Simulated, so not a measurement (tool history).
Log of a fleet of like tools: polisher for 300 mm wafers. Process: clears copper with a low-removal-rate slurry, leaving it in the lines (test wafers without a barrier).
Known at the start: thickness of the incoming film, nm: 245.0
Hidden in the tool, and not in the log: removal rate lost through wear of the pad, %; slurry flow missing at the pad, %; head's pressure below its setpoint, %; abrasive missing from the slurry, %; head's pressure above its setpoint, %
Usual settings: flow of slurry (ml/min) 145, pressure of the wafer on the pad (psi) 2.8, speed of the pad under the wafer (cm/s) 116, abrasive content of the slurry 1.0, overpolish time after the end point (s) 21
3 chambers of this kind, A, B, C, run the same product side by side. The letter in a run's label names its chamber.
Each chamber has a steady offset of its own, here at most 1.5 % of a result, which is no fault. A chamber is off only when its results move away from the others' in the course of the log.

run	hour	flow of slurry (ml/min)	pressure of the wafer on the pad (psi)	speed of the pad under the wafer (cm/s)	abrasive content of the slurry	overpolish time after the end point (s)	wafers polished on this pad	hours since the slurry nozzle was cleaned	hours since the head pressure was calibrated	hours since the slurry blender was calibrated	time until the end point was called (s)	dishing of a wide line in a test structure (nm)
1B	8.1	145	2.8	116	1.0	21	125	156.6	312.5	293.4	62.010	47.081
2A	14.2	145	2.8	116	1.0	21	287	352.1	268.7	272.4	61.825	46.297
3C	20.6	145	2.8	116	1.0	21	166	157.5	341.3	56.8	60.951	46.920
4C	31.8	145	2.8	116	1.0	21	256	168.7	352.5	68.0	62.689	47.267
5B	42.4	145	2.8	116	1.0	21	400	190.9	346.8	327.7	61.830	45.724
# hour 43.0: chamber C: head pressure recalibrated
6A	51.9	145	2.8	116	1.0	21	589	389.8	306.4	310.1	61.382	46.057
# hour 54.3: chamber A: slurry blender recalibrated
7C	61.4	145	2.8	116	1.0	21	493	198.3	18.4	97.6	61.344	46.515
8B	70.8	145	2.8	116	1.0	21	627	219.3	375.2	356.1	63.921	45.926
# hour 72.7: chamber B: worn pad replaced by a new one
9A	80.9	145	2.8	116	1.0	21	822	418.8	335.4	26.6	61.294	46.191
10A	91.8	145	2.8	116	1.0	21	909	429.7	346.3	37.5	61.037	46.751
11C	97.3	145	2.8	116	1.0	21	781	234.2	54.3	133.5	62.460	45.603
12B	106.5	145	2.8	116	1.3	21	271	255.0	410.9	391.8	60.018	47.469
13B	117.7	145	2.8	116	1.3	21	361	266.2	422.1	403.0	60.195	45.909
# hour 123.0: chamber A: worn pad replaced by a new one
14A	126.7	145	2.8	116	1.3	21	30	464.6	381.2	72.4	57.915	46.946
# hour 129.4: chamber C: worn pad replaced by a new one
15C	135.5	145	2.8	116	1.0	21	49	272.4	92.5	171.7	61.411	46.570
# hour 135.7: chamber B: worn pad replaced by a new one
# hour 139.6: chamber B: slurry nozzle cleaned
16A	141.1	145	2.8	116	1.0	21	145	479.0	395.6	86.8	60.417	46.351
17C	146.6	145	2.8	116	1.0	21	138	283.5	103.6	182.8	63.283	46.802
18B	153.1	145	2.8	84	1.0	21	139	13.6	457.5	438.4	88.059	35.948
19A	164.1	145	2.8	84	1.0	21	329	502.0	418.6	109.8	85.420	36.781
# hour 165.4: chamber C: slurry blender recalibrated
20C	173.9	145	2.8	84	1.0	21	357	310.8	130.9	8.6	86.081	36.751
21B	182.3	120	2.8	116	1.0	21	373	42.8	486.7	467.6	68.943	43.581
22C	192.5	120	2.8	116	1.0	21	506	329.4	149.5	27.2	64.466	45.332
23A	202.8	120	2.8	116	1.0	21	639	540.7	457.3	148.5	64.081	44.895
# hour 212.4: chamber B: worn pad replaced by a new one
24B	213.4	145	2.8	116	1.0	21	8	73.9	517.8	498.7	66.374	43.380
25C	224.7	185	2.8	116	1.0	21	764	361.6	181.7	59.4	59.561	47.316
26A	235.3	185	2.8	116	1.0	21	900	573.2	489.8	181.0	58.834	48.572

Is one chamber off against the others, does the gauge drift, or is nothing wrong? If a chamber is off, say which, and what the likeliest cause is.

Chamber B drifts away from the others.
Cause: abrasive missing from the slurry, % = 32.1.
The log may not tell that from: head's pressure below its setpoint, %.

Here are 4 candidates for chamber B's next run, each the usual settings with a change, their results left as question marks. Which one brings its results back in line with what the others give on the usual settings?
In line means no further than this from the other chambers' mean on the usual settings: time until the end point was called (s) 2.200; dishing of a wide line in a test structure (nm) 2.000
27B-1	243.5	145	3.0	124	1.0	21					?	?
27B-2	243.5	145	2.6	108	1.0	21					?	?
27B-3	243.5	145	2.9	120	1.0	21					?	?
27B-4	243.5	145	2.7	112	1.0	21					?	?

The other chambers' mean on the usual settings: time until the end point was called (s) 61.777; dishing of a wide line in a test structure (nm) 46.710
run	time until the end point was called (s)	dishing of a wide line in a test structure (nm)
27B-1	58.254	47.955
27B-2	77.208	38.969
27B-3	62.278	45.722
27B-4	71.685	41.224
27B-3 brings the chamber back in line.
